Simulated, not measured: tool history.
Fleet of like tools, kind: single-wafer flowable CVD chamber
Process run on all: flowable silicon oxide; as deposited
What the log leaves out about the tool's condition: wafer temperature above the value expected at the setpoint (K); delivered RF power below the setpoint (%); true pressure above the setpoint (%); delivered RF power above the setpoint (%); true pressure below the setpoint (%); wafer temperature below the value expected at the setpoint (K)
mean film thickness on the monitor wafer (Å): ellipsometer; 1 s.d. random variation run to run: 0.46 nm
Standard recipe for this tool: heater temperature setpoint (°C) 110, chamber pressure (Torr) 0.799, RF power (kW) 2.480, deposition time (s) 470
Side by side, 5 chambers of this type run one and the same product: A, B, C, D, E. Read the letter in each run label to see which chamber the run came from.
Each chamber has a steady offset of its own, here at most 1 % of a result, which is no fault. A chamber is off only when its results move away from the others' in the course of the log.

| run | hour | heater temperature setpoint (°C) | chamber pressure (Torr) | RF power (kW) | deposition time (s) | hours since the last thermocouple change | hours since the last RF generator calibration | hours since the last manometer calibration | read-back reference wafer on the same gauge, thickness_nm | mean film thickness on the monitor wafer (Å) |
|---|---|---|---|---|---|---|---|---|---|---|
| 1A | 6.1 | 110 | 0.799 | 2.480 | 470 | 658.1 | 330.1 | 196.1 | 249.99 | 2112.9 |
| 2E | 11.3 | 110 | 0.799 | 2.480 | 470 | 366.6 | 237.0 | 503.8 | 250.07 | 2127.0 |
| 3D | 14.6 | 110 | 0.799 | 2.480 | 470 | 414.2 | 503.6 | 1817.5 | 249.98 | 2124.3 |
| 4B | 20.0 | 110 | 0.799 | 2.480 | 470 | 725.1 | 151.0 | 1114.7 | 250.02 | 2111.1 |
| 5C | 22.9 | 110 | 0.799 | 2.480 | 470 | 1282.5 | 1595.8 | 90.7 | 249.98 | 2121.4 |
| 6D | 25.9 | 110 | 0.799 | 2.480 | 470 | 425.5 | 514.9 | 1828.8 | 249.98 | 2113.0 |
| 7E | 30.4 | 110 | 0.799 | 2.480 | 399 | 385.7 | 256.1 | 522.9 | 250.01 | 1801.9 |
| 8A | 35.4 | 110 | 0.799 | 2.480 | 399 | 687.4 | 359.4 | 225.4 | 250.08 | 1808.5 |
| 9C | 40.5 | 110 | 0.799 | 2.480 | 399 | 1300.1 | 1613.4 | 108.3 | 250.03 | 1802.7 |
|  | 43.5 | chamber C: thermocouple changed; heater temperature recalibrated |
| 10B | 45.3 | 110 | 0.799 | 2.480 | 399 | 750.4 | 176.3 | 1140.0 | 250.02 | 1791.1 |
| 11D | 49.9 | 110 | 0.799 | 2.480 | 399 | 449.5 | 538.9 | 1852.8 | 250.09 | 1789.4 |
| 12B | 54.4 | 110 | 0.799 | 2.870 | 470 | 759.5 | 185.4 | 1149.1 | 250.03 | 2137.2 |
| 13E | 60.2 | 110 | 0.799 | 2.870 | 470 | 415.5 | 285.9 | 552.7 | 249.88 | 2175.8 |
| 14A | 66.0 | 110 | 0.799 | 2.870 | 470 | 718.0 | 390.0 | 256.0 | 249.99 | 2150.0 |
| 15C | 71.9 | 110 | 0.799 | 2.870 | 470 | 28.5 | 1644.8 | 139.7 | 249.98 | 2161.3 |
| 16A | 75.0 | 110 | 0.799 | 2.870 | 470 | 727.0 | 399.0 | 265.0 | 250.02 | 2151.0 |
| 17C | 81.0 | 110 | 0.799 | 2.480 | 470 | 37.6 | 1653.9 | 148.8 | 250.05 | 2128.6 |
| 18D | 84.6 | 110 | 0.799 | 2.480 | 470 | 484.2 | 573.6 | 1887.5 | 249.99 | 2111.0 |
| 19E | 89.4 | 110 | 0.799 | 2.480 | 470 | 444.7 | 315.1 | 581.9 | 250.02 | 2145.5 |
| 20B | 94.1 | 110 | 0.799 | 2.480 | 470 | 799.2 | 225.1 | 1188.8 | 250.00 | 2112.0 |
| 21A | 99.2 | 110 | 0.799 | 2.480 | 470 | 751.2 | 423.2 | 289.2 | 249.99 | 2112.7 |
| 22D | 104.4 | 110 | 0.799 | 2.480 | 553 | 504.0 | 593.4 | 1907.3 | 249.96 | 2486.6 |
| 23C | 107.3 | 110 | 0.799 | 2.480 | 553 | 63.9 | 1680.2 | 175.1 | 249.97 | 2505.9 |
| 24B | 111.9 | 110 | 0.799 | 2.480 | 553 | 817.0 | 242.9 | 1206.6 | 250.02 | 2478.8 |
| 25E | 117.0 | 110 | 0.799 | 2.480 | 553 | 472.3 | 342.7 | 609.5 | 250.01 | 2535.0 |
| 26A | 121.0 | 110 | 0.799 | 2.480 | 553 | 773.0 | 445.0 | 311.0 | 250.09 | 2490.9 |
| 27B | 124.2 | 110 | 0.799 | 2.480 | 470 | 829.3 | 255.2 | 1218.9 | 250.05 | 2106.8 |
| 28E | 128.5 | 101 | 0.799 | 2.480 | 383 | 483.8 | 354.2 | 621.0 | 249.84 | 2382.5 |
| 29C | 133.7 | 101 | 0.799 | 2.480 | 383 | 90.3 | 1706.6 | 201.5 | 249.95 | 2334.4 |
| 30D | 137.1 | 101 | 0.799 | 2.480 | 383 | 536.7 | 626.1 | 1940.0 | 249.97 | 2303.6 |
| 31D | 140.8 | 101 | 0.799 | 2.480 | 383 | 540.4 | 629.8 | 1943.7 | 250.15 | 2321.4 |
| 32C | 144.3 | 101 | 0.799 | 2.480 | 383 | 100.9 | 1717.2 | 212.1 | 250.04 | 2336.1 |
| 33B | 147.0 | 110 | 0.799 | 2.480 | 470 | 852.1 | 278.0 | 1241.7 | 249.93 | 2106.3 |
| 34E | 152.6 | 110 | 0.799 | 2.480 | 470 | 507.9 | 378.3 | 645.1 | 249.98 | 2187.3 |
| 35A | 158.6 | 110 | 0.799 | 2.480 | 470 | 810.6 | 482.6 | 348.6 | 249.95 | 2125.8 |
| 36D | 162.6 | 110 | 0.799 | 2.480 | 470 | 562.2 | 651.6 | 1965.5 | 250.09 | 2112.6 |
| 37B | 166.5 | 110 | 0.799 | 2.480 | 470 | 871.6 | 297.5 | 1261.2 | 249.97 | 2104.3 |
| 38E | 170.5 | 110 | 0.799 | 2.480 | 470 | 525.8 | 396.2 | 663.0 | 250.12 | 2181.2 |

Next, all 5 chambers run the settings below, one line each with question marks for the results. What does each chamber give?
| 39A | 174.9 | 110 | 0.799 | 1.995 | 470 |  |  |  |  | ? |
| 39B | 174.9 | 110 | 0.799 | 1.995 | 470 |  |  |  |  | ? |
| 39C | 174.9 | 110 | 0.799 | 1.995 | 470 |  |  |  |  | ? |
| 39D | 174.9 | 110 | 0.799 | 1.995 | 470 |  |  |  |  | ? |
| 39E | 174.9 | 110 | 0.799 | 1.995 | 470 |  |  |  |  | ? |

| run | mean film thickness on the monitor wafer (Å) |
|---|---|
| 39A | 2051.7 |
| 39B | 2031.6 |
| 39C | 2044.7 |
| 39D | 2037.1 |
| 39E | 2105.4 |
